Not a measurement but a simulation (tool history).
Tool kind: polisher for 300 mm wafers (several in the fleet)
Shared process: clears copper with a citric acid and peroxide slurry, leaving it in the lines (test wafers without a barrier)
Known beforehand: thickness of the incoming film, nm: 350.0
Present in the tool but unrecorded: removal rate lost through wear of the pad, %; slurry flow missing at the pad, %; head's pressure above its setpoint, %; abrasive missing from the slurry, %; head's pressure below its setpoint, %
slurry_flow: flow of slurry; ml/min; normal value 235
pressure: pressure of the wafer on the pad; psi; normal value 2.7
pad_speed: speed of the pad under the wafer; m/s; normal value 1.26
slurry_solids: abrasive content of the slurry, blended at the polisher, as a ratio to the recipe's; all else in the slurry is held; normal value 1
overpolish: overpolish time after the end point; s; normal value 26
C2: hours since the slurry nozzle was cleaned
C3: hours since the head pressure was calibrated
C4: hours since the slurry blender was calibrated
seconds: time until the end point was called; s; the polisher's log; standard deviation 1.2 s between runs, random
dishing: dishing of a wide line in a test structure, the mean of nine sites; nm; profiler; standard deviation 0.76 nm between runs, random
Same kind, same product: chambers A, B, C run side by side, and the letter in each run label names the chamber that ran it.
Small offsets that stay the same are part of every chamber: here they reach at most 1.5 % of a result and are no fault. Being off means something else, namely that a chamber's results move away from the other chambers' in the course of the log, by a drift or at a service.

Run 1A, hour 4.4: usual settings; wafers polished on this pad 1010; C2 48.9; C3 95; C4 214.5. Result: seconds 132.9 s, dishing 45.319 nm.
Run 2C, hour 8.6: usual settings; wafers polished on this pad 830; C2 311.9; C3 562.7; C4 39.3. Result: seconds 131.86 s, dishing 43.988 nm.
Run 3B, hour 12.9: usual settings; wafers polished on this pad 599; C2 348.1; C3 158.1; C4 129.4. Result: seconds 132.38 s, dishing 44.772 nm.
Run 4C, hour 17.3: usual settings; wafers polished on this pad 880; C2 320.6; C3 571.4; C4 48. Result: seconds 133.09 s, dishing 44.194 nm.
Run 5A, hour 20.9: usual settings; wafers polished on this pad 1104; C2 65.4; C3 111.5; C4 231. Result: seconds 132.08 s, dishing 46.511 nm.
Run 6B, hour 25.8: usual settings; wafers polished on this pad 673; C2 361; C3 171; C4 142.3. Result: seconds 130.82 s, dishing 43.809 nm.
Run 7A, hour 28.8: usual settings; wafers polished on this pad 1150; C2 73.3; C3 119.4; C4 238.9. Result: seconds 133.5 s, dishing 42.983 nm.
Run 8B, hour 33.7: usual settings; wafers polished on this pad 718; C2 368.9; C3 178.9; C4 150.2. Result: seconds 132.07 s, dishing 44.88 nm.
Run 9C, hour 36.5: usual settings; wafers polished on this pad 990; C2 339.8; C3 590.6; C4 67.2. Result: seconds 133.04 s, dishing 43.753 nm.
Run 10B, hour 39.9: usual settings; wafers polished on this pad 754; C2 375.1; C3 185.1; C4 156.4. Result: seconds 130.97 s, dishing 43.642 nm.
Run 11C, hour 42.6: usual settings; wafers polished on this pad 1025; C2 345.9; C3 596.7; C4 73.3. Result: seconds 132.33 s, dishing 43.519 nm.
Run 12A, hour 46: usual settings; wafers polished on this pad 1248; C2 90.5; C3 136.6; C4 256.1. Result: seconds 133.1 s, dishing 44.954 nm.
Run 13B, hour 50.9: usual settings; wafers polished on this pad 817; C2 386.1; C3 196.1; C4 167.4. Result: seconds 130.15 s, dishing 42.746 nm.
At hour 51.4: chamber A: worn pad replaced by a new one.
Run 14A, hour 54.3: usual settings; wafers polished on this pad 16; C2 98.8; C3 144.9; C4 264.4. Result: seconds 132.33 s, dishing 44.135 nm.
Run 15C, hour 58.3: usual settings; wafers polished on this pad 1115; C2 361.6; C3 612.4; C4 89. Result: seconds 134.2 s, dishing 44.636 nm.
At hour 58.8: chamber C: head pressure recalibrated.
Run 16A, hour 63: usual settings; wafers polished on this pad 66; C2 107.5; C3 153.6; C4 273.1. Result: seconds 134.98 s, dishing 44.133 nm.
Run 17B, hour 67.1: usual settings; wafers polished on this pad 909; C2 402.3; C3 212.3; C4 183.6. Result: seconds 132.7 s, dishing 44.774 nm.
Run 18C, hour 70.5: usual settings; wafers polished on this pad 1185; C2 373.8; C3 11.7; C4 101.2. Result: seconds 145.18 s, dishing 41.597 nm.
Run 19C, hour 74.7: usual settings but slurry_flow 195 ml/min, pad_speed 0.84 m/s; wafers polished on this pad 1209; C2 378; C3 15.9; C4 105.4. Result: seconds 214.78 s, dishing 28.313 nm.
Run 20B, hour 77.3: usual settings but slurry_flow 195 ml/min, pad_speed 0.84 m/s; wafers polished on this pad 968; C2 412.5; C3 222.5; C4 193.8. Result: seconds 202.52 s, dishing 31.29 nm.
Run 21A, hour 82.1: usual settings but slurry_flow 195 ml/min, pad_speed 0.84 m/s; wafers polished on this pad 175; C2 126.6; C3 172.7; C4 292.2. Result: seconds 199.88 s, dishing 31.188 nm.
Run 22A, hour 84.4: usual settings; wafers polished on this pad 189; C2 128.9; C3 175; C4 294.5. Result: seconds 134.59 s, dishing 44.994 nm.
At hour 84.6: chamber C: slurry blender recalibrated.
Run 23C, hour 89.4: usual settings but pad_speed 1.48 m/s, overpolish 36 s; wafers polished on this pad 1293; C2 392.7; C3 30.6; C4 4.9. Result: seconds 122.62 s, dishing 56.703 nm.
At hour 92.8: chamber C: worn pad replaced by a new one.
Run 24B, hour 93.5: usual settings but pad_speed 1.48 m/s, overpolish 36 s; wafers polished on this pad 1060; C2 428.7; C3 238.7; C4 210. Result: seconds 114.2 s, dishing 63.059 nm.
Run 25A, hour 96.3: usual settings but pad_speed 1.48 m/s, overpolish 36 s; wafers polished on this pad 257; C2 140.8; C3 186.9; C4 306.4. Result: seconds 113.54 s, dishing 64.384 nm.
Run 26C, hour 100.2: usual settings but pad_speed 0.86 m/s; wafers polished on this pad 42; C2 403.5; C3 41.4; C4 15.7. Result: seconds 209.46 s, dishing 30.425 nm.
Run 27B, hour 103.3: usual settings but pad_speed 0.86 m/s; wafers polished on this pad 1117; C2 438.5; C3 248.5; C4 219.8. Result: seconds 189.73 s, dishing 32.684 nm.
Run 28A, hour 107.5: usual settings but pad_speed 0.86 m/s; wafers polished on this pad 321; C2 152; C3 198.1; C4 317.6. Result: seconds 192.02 s, dishing 32.133 nm.
Run 29C, hour 111: usual settings; wafers polished on this pad 104; C2 414.3; C3 52.2; C4 26.5. Result: seconds 142.24 s, dishing 41.159 nm.
Run 30B, hour 114.4: usual settings; wafers polished on this pad 1180; C2 449.6; C3 259.6; C4 230.9. Result: seconds 131.8 s, dishing 42.449 nm.

Next, every chamber runs the same settings. What will each give?
Run 31A, hour 117.9: usual settings but pad_speed 1.62 m/s. Result: seconds ?, dishing ?.
Run 31B, hour 117.9: usual settings but pad_speed 1.62 m/s. Result: seconds ?, dishing ?.
Run 31C, hour 117.9: usual settings but pad_speed 1.62 m/s. Result: seconds ?, dishing ?.

run  seconds  dishing
31A   102.69   53.144
31B   103.91   52.772
31C   110.91   50.007
